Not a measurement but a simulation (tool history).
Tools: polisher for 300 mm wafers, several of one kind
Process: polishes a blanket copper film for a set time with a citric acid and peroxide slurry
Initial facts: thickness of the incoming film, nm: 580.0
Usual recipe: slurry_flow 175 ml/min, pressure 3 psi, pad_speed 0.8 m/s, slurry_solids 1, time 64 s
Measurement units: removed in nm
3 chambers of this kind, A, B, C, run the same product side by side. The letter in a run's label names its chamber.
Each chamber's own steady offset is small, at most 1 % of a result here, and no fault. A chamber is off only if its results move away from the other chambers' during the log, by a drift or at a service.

run	hour	slurry_flow	pressure	pad_speed	slurry_solids	time	removed
# hour 3.8: chamber B: slurry nozzle cleaned
1C	6.8	175	3	0.8	1	64	114.42
# hour 10: chamber B: slurry blender recalibrated
2A	11.7	175	3	0.8	1	64	113.21
3B	17.5	175	3	0.8	1	64	117.14
# hour 19.2: chamber C: slurry blender recalibrated
4C	23.3	175	3	0.8	1	64	115.27
5B	32.3	175	3.6	0.8	1	64	139.84
6A	39.3	175	3.6	0.8	1	64	135.4
7A	44.5	175	3.6	0.8	1	64	136.56
# hour 50.5: chamber A: worn pad replaced by a new one
8B	53.9	175	3	0.8	1	64	117.05
9C	64.1	175	3	0.8	1	64	114.19
# hour 72.7: chamber A: slurry blender recalibrated
10B	74.9	175	3	0.8	1	64	117.09
11C	83.3	175	3	0.8	1	64	114.73
12A	91.8	175	3	0.8	1	64	115.51
13B	98.8	175	3	0.8	1	64	116.88
# hour 101.9: chamber B: worn pad replaced by a new one
# hour 104.9: chamber A: head pressure recalibrated
# hour 107.1: chamber C: worn pad replaced by a new one
14C	107.9	175	3	0.8	1	64	115.16
# hour 109.6: chamber A: slurry nozzle cleaned
15A	114.6	175	3	0.8	0.8	52	88.172
16C	122.6	175	3	0.8	0.8	52	90.285
# hour 128.9: chamber B: slurry blender recalibrated
17B	129.8	175	3	0.8	0.8	52	91.061
18A	138.8	175	3	0.8	1	64	114.41
19C	144.1	175	3	0.8	1	64	114.46
# hour 147: chamber A: worn pad replaced by a new one
20B	152.6	175	3	0.8	1	64	116.74
21A	160.4	175	3	0.8	1	64	114.11
22B	165.8	175	3	0.8	1	64	116.04
23A	175.9	175	3	0.62	1	64	90.085
24C	186.6	175	3	0.62	1	64	89.829
25B	194.2	175	3	0.62	1	64	90.47
26A	200	175	3	0.8	1	64	114.77
27C	208	175	3	0.8	1	64	113.31
28C	218.4	175	3	0.8	1	64	113.63
29B	227.7	175	3	0.8	0.8	80	140
# hour 229.5: chamber B: slurry blender recalibrated
# hour 233.8: chamber A: worn pad replaced by a new one
# hour 235.8: chamber B: head pressure recalibrated
30A	235.8	175	3	0.8	0.8	80	135.48
31B	240.8	175	3	0.8	0.8	80	137.9
32A	249.3	175	3	0.8	1	64	113.31
# hour 252.2: chamber B: worn pad replaced by a new one
33C	260.2	175	3	0.8	1	64	113.57
34A	265.5	175	3	0.8	1	64	113.89
# hour 273: chamber C: worn pad replaced by a new one
35B	273.3	175	3	0.8	1.25	64	122.42
36C	282.4	175	3	0.8	1.25	64	120.9
37B	293	175	3	0.8	1.25	64	122.08
38C	301.7	175	3	0.8	1	64	115.38
39A	308.2	175	3	0.8	1	64	114.06

All 3 chambers run these settings next. Forecast each chamber's results:
40A	316	175	2.5	0.8	1	64	?
40B	316	175	2.5	0.8	1	64	?
40C	316	175	2.5	0.8	1	64	?

run	removed
40A	96.506
40B	97.763
40C	95.608
